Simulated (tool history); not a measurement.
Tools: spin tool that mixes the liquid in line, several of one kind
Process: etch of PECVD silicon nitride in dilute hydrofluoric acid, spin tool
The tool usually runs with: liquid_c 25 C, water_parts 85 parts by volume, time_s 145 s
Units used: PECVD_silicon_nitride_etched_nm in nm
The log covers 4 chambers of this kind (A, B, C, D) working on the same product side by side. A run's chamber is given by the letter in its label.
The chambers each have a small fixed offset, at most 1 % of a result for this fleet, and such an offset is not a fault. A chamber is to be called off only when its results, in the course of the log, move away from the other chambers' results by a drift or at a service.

| run | day | liquid_c | water_parts | time_s | hours since the thermometer was replaced | hours since the hydrofluoric acid flow meter was replaced | read-back film thickness of the PECVD silicon nitride reference wafer, read on the same gauge (nm) | PECVD_silicon_nitride_etched_nm |
|---|---|---|---|---|---|---|---|---|
| 1A | 0.371 | 25 | 85 | 145 | 474.2 | 1945 | 29.994 | 10.226 |
| 2B | 0.717 | 25 | 85 | 145 | 1661.2 | 28.3 | 29.993 | 10.396 |
| 3C | 0.992 | 25 | 85 | 145 | 144.1 | 575.5 | 30.012 | 10.293 |
| 4D | 1.417 | 25 | 85 | 145 | 508.2 | 210.6 | 29.995 | 10.262 |
| 5D | 1.683 | 25 | 85 | 145 | 514.6 | 217 | 30.011 | 10.308 |
| 6C | 2.025 | 25 | 85 | 145 | 168.9 | 600.3 | 30.006 | 10.325 |
| 7B | 2.438 | 23 | 120 | 145 | 1702.5 | 69.6 | 30.004 | 6.526 |
| 8A | 2.883 | 23 | 120 | 145 | 534.5 | 2005.3 | 30.001 | 6.2647 |
| 9D | 3.35 | 23 | 120 | 145 | 554.6 | 257 | 29.981 | 6.4066 |
| 10A | 3.838 | 23 | 120 | 145 | 557.4 | 2028.2 | 29.975 | 6.3038 |
| 11B | 4.183 | 25 | 85 | 145 | 1744.4 | 111.5 | 29.976 | 10.404 |
| 12C | 4.396 | 25 | 85 | 145 | 225.8 | 657.2 | 30.027 | 10.246 |
| 13B | 4.862 | 29 | 85 | 75 | 1760.7 | 127.8 | 29.995 | 6.9683 |
| 14D | 5.104 | 29 | 85 | 75 | 596.7 | 299.1 | 29.998 | 6.8113 |
| 15A | 5.483 | 29 | 85 | 75 | 596.9 | 2067.7 | 29.978 | 6.7242 |
| 16C | 5.7 | 29 | 85 | 75 | 257.1 | 688.5 | 29.999 | 6.9641 |
| 17D | 5.992 | 25 | 85 | 145 | 618 | 320.4 | 30.004 | 10.409 |
| 18A | 6.45 | 25 | 85 | 145 | 620.1 | 2090.9 | 29.994 | 9.9778 |
| 19B | 6.829 | 25 | 85 | 145 | 1807.9 | 175 | 30.024 | 10.368 |
| 20C | 7.112 | 25 | 85 | 145 | 291 | 722.4 | 30.002 | 10.277 |
| 21C | 7.438 | 25 | 85 | 145 | 298.8 | 730.2 | 29.977 | 10.29 |
| 22D | 7.888 | 25 | 85 | 145 | 663.5 | 365.9 | 29.992 | 10.253 |
| 23A | 8.35 | 25 | 85 | 145 | 665.7 | 2136.5 | 30.009 | 9.9987 |
| 24B | 8.708 | 25 | 85 | 145 | 1853 | 220.1 | 30.002 | 10.345 |
| 25A | 9.025 | 25 | 85 | 145 | 681.9 | 2152.7 | 30.006 | 9.9573 |
| 26D | 9.342 | 25 | 60 | 190 | 698.4 | 400.8 | 30.003 | 18.935 |
| 27C | 9.629 | 25 | 60 | 190 | 351.4 | 782.8 | 29.985 | 19.195 |
| 28B | 9.908 | 25 | 60 | 190 | 1881.8 | 248.9 | 30.014 | 18.965 |
| 29A | 10.292 | 25 | 60 | 190 | 712.3 | 2183.1 | 29.991 | 18.149 |
| 30B | 10.721 | 25 | 85 | 145 | 1901.3 | 268.4 | 29.995 | 10.348 |
| 31D | 10.975 | 25 | 85 | 145 | 737.6 | 440 | 29.995 | 10.277 |
| 32C | 11.233 | 25 | 85 | 145 | 389.9 | 821.3 | 30.011 | 10.291 |
| 33C | 11.646 | 25 | 85 | 145 | 399.8 | 831.2 | 29.987 | 10.235 |
| 34A | 11.888 | 25 | 85 | 145 | 750.6 | 2221.4 | 29.988 | 9.6815 |
| 35D | 12.142 | 25 | 85 | 145 | 765.6 | 468 | 29.997 | 10.358 |
| 36B | 12.412 | 25 | 85 | 145 | 1941.9 | 309 | 29.981 | 10.366 |
| 37C | 12.808 | 25 | 85 | 145 | 427.7 | 859.1 | 30.003 | 10.294 |
| 38D | 13.129 | 25 | 85 | 145 | 789.3 | 491.7 | 30.003 | 10.332 |
| 39A | 13.583 | 25 | 85 | 145 | 791.3 | 2262.1 | 30.027 | 9.6606 |

All chambers now run identical settings, listed one chamber a line with results as question marks. What results will each chamber show?
| 40A | 13.938 | 25 | 85 | 145 |  |  |  | ? |
| 40B | 13.938 | 25 | 85 | 145 |  |  |  | ? |
| 40C | 13.938 | 25 | 85 | 145 |  |  |  | ? |
| 40D | 13.938 | 25 | 85 | 145 |  |  |  | ? |

| run | PECVD_silicon_nitride_etched_nm |
|---|---|
| 40A | 9.4921 |
| 40B | 10.4 |
| 40C | 10.213 |
| 40D | 10.351 |
